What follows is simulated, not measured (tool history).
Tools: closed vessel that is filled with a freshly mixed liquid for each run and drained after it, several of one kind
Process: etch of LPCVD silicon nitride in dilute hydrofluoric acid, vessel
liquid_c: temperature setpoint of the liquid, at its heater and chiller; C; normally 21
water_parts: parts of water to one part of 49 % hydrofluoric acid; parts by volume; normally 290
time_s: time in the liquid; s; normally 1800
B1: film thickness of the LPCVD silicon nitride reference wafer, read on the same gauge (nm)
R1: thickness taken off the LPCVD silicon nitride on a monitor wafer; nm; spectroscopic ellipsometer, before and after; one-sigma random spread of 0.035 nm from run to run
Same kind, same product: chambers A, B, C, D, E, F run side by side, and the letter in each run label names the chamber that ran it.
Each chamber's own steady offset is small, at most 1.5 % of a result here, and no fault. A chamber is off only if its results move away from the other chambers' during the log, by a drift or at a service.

run 1F day=0.242 | liquid_c=21 water_parts=290 time_s=1800 | B1=149.99 | R1=2.9172
run 2C day=0.604 | liquid_c=21 water_parts=290 time_s=1800 | B1=150.01 | R1=2.8977
run 3D day=0.817 | liquid_c=21 water_parts=290 time_s=1800 | B1=150.01 | R1=2.8835
run 4B day=1.129 | liquid_c=21 water_parts=290 time_s=1800 | B1=150.03 | R1=3.0139
run 5A day=1.404 | liquid_c=21 water_parts=290 time_s=1800 | B1=150 | R1=2.913
run 6E day=1.671 | liquid_c=21 water_parts=290 time_s=1800 | B1=149.96 | R1=2.8575
run 7D day=2.008 | liquid_c=21 water_parts=290 time_s=1800 | B1=149.99 | R1=2.9113
run 8B day=2.329 | liquid_c=21 water_parts=290 time_s=1800 | B1=150.01 | R1=2.9664
run 9E day=2.671 | liquid_c=21 water_parts=290 time_s=1800 | B1=149.98 | R1=2.8383
run 10F day=3.088 | liquid_c=21 water_parts=350 time_s=1800 | B1=149.98 | R1=2.4389
run 11C day=3.508 | liquid_c=21 water_parts=350 time_s=1800 | B1=150 | R1=2.3481
run 12A day=3.812 | liquid_c=21 water_parts=350 time_s=1800 | B1=150.02 | R1=2.4621
run 13B day=4.258 | liquid_c=21 water_parts=350 time_s=1800 | B1=149.95 | R1=2.4946
run 14D day=4.688 | liquid_c=21 water_parts=350 time_s=1800 | B1=149.99 | R1=2.4358
run 15C day=4.908 | liquid_c=21 water_parts=350 time_s=1800 | B1=150.03 | R1=2.3958
run 16E day=5.312 | liquid_c=17 water_parts=230 time_s=1800 | B1=150.01 | R1=2.755
run 17F day=5.617 | liquid_c=17 water_parts=230 time_s=1800 | B1=150.03 | R1=2.7676
run 18A day=6.008 | liquid_c=17 water_parts=230 time_s=1800 | B1=149.95 | R1=2.7909
run 19F day=6.283 | liquid_c=17 water_parts=230 time_s=1800 | B1=150 | R1=2.7935
run 20E day=6.583 | liquid_c=17 water_parts=230 time_s=1800 | B1=150 | R1=2.8349
run 21B day=7.004 | liquid_c=17 water_parts=230 time_s=1800 | B1=149.99 | R1=2.7607
run 22C day=7.267 | liquid_c=21 water_parts=290 time_s=1800 | B1=149.99 | R1=2.8801
run 23D day=7.533 | liquid_c=21 water_parts=290 time_s=1800 | B1=150 | R1=2.9307
run 24A day=7.792 | liquid_c=21 water_parts=290 time_s=1800 | B1=150.01 | R1=2.9236
-- day=7.871 chamber F: hydrofluoric acid flow meter replaced
run 25E day=8.208 | liquid_c=18 water_parts=290 time_s=1435 | B1=150.01 | R1=1.8615
run 26B day=8.471 | liquid_c=18 water_parts=290 time_s=1435 | B1=150.02 | R1=1.8961
run 27F day=8.742 | liquid_c=18 water_parts=290 time_s=1435 | B1=150.02 | R1=1.8985
run 28C day=9.125 | liquid_c=18 water_parts=290 time_s=1435 | B1=150 | R1=1.914
run 29D day=9.579 | liquid_c=18 water_parts=290 time_s=1435 | B1=150.04 | R1=1.9037
run 30A day=10.004 | liquid_c=18 water_parts=290 time_s=1435 | B1=150 | R1=1.9177
run 31A day=10.246 | liquid_c=21 water_parts=290 time_s=1800 | B1=150.03 | R1=2.9247
run 32F day=10.679 | liquid_c=21 water_parts=185 time_s=2635 | B1=150 | R1=6.5468
run 33C day=10.925 | liquid_c=21 water_parts=185 time_s=2635 | B1=149.99 | R1=6.5577
run 34D day=11.175 | liquid_c=21 water_parts=185 time_s=2635 | B1=149.99 | R1=6.6148
run 35B day=11.475 | liquid_c=21 water_parts=185 time_s=2635 | B1=149.95 | R1=6.107
run 36E day=11.883 | liquid_c=21 water_parts=185 time_s=2635 | B1=150 | R1=6.5053
run 37F day=12.175 | liquid_c=21 water_parts=185 time_s=2635 | B1=150.01 | R1=6.5747
run 38D day=12.383 | liquid_c=17.5 water_parts=290 time_s=760 | B1=150.01 | R1=0.9951
run 39A day=12.625 | liquid_c=17.5 water_parts=290 time_s=760 | B1=150.02 | R1=1.0051
run 40B day=12.888 | liquid_c=17.5 water_parts=290 time_s=760 | B1=150 | R1=0.92558
run 41E day=13.142 | liquid_c=17.5 water_parts=290 time_s=760 | B1=150.02 | R1=0.95571
run 42C day=13.546 | liquid_c=17.5 water_parts=290 time_s=760 | B1=149.97 | R1=0.96373

All 6 chambers run these settings next. Forecast each chamber's results:
run 43A day=13.875 | liquid_c=21 water_parts=290 time_s=1800 | R1=?
run 43B day=13.875 | liquid_c=21 water_parts=290 time_s=1800 | R1=?
run 43C day=13.875 | liquid_c=21 water_parts=290 time_s=1800 | R1=?
run 43D day=13.875 | liquid_c=21 water_parts=290 time_s=1800 | R1=?
run 43E day=13.875 | liquid_c=21 water_parts=290 time_s=1800 | R1=?
run 43F day=13.875 | liquid_c=21 water_parts=290 time_s=1800 | R1=?

run=43A R1=2.9772
run=43B R1=2.6963
run=43C R1=2.9395
run=43D R1=2.8357
run=43E R1=2.8844
run=43F R1=3.0032
